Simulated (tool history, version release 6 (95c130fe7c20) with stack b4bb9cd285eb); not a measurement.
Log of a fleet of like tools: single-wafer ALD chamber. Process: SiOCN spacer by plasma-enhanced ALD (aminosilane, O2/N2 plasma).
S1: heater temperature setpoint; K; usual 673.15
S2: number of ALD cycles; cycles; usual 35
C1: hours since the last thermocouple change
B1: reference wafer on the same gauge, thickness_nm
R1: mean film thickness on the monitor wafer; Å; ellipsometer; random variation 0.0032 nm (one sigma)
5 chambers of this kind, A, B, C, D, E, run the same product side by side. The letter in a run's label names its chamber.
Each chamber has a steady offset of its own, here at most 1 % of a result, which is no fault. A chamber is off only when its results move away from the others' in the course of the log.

run,hour,S1,S2,C1,B1,R1
1D,8.7,673.15,35,296.5,1.9998,21.226
2E,17.2,673.15,35,812.8,1.9992,21.129
3B,24.5,673.15,35,2424.3,1.9993,21.199
4C,32.5,673.15,35,95.3,1.9985,21.07
5A,41.1,681.15,38,1869.5,1.9987,22.329
6D,55.1,681.15,38,342.9,1.9982,22.436
7C,66.5,681.15,38,129.3,1.9981,22.345
8E,77.7,681.15,38,873.3,1.9966,22.37
9B,84.4,681.15,38,2484.2,1.9974,22.462
10A,95.3,673.15,35,1923.7,1.997,21.061
11C,105.9,673.15,35,168.7,1.9956,21.074
# hour 113.5: chamber A: thermocouple changed; heater temperature recalibrated
# hour 114.8: chamber B: thermocouple changed; heater temperature recalibrated
12B,119.7,681.15,35,5,1.9967,20.674
13A,131.2,681.15,35,17.8,1.9959,20.548
14E,144.5,681.15,35,940.1,1.995,20.577
15D,156.8,681.15,35,444.6,1.9951,20.663
16E,164,681.15,35,959.6,1.994,20.592
17C,175.3,673.15,35,238.1,1.9947,21.072
18B,186.2,673.15,35,71.5,1.9936,21.142
19A,193.6,673.15,35,80.2,1.993,20.979
20D,200.8,673.15,35,488.6,1.9939,21.104
21D,209.1,673.15,35,496.9,1.993,21.104
22A,215.5,673.15,35,102.1,1.993,21.036
23C,226.6,673.15,35,289.4,1.9927,21.09
24E,237.5,673.15,35,1033.1,1.9913,21.011
25B,248.6,673.15,35,133.9,1.9916,21.204
26D,261.7,673.15,35,549.5,1.9916,21.077
27B,271.9,673.15,35,157.2,1.99,21.114
28E,282.9,673.15,35,1078.5,1.991,20.944
29A,289.5,662.15,35,176.1,1.9906,20.973
30C,300.6,662.15,35,363.4,1.9903,21.013
31C,308,662.15,35,370.8,1.9897,21.026
32A,321.7,662.15,35,208.3,1.9897,20.945
33E,332.1,662.15,35,1127.7,1.9896,20.982
34D,345.8,684.15,35,633.6,1.9885,20.39
35B,359.1,684.15,35,244.4,1.9876,20.43
36A,365.9,684.15,35,252.5,1.9879,20.347

All 5 chambers run these settings next. Forecast each chamber's results:
37A,376.1,673.15,35,,,?
37B,376.1,673.15,35,,,?
37C,376.1,673.15,35,,,?
37D,376.1,673.15,35,,,?
37E,376.1,673.15,35,,,?

run,R1
37A,20.929
37B,21.082
37C,20.916
37D,20.995
37E,20.924
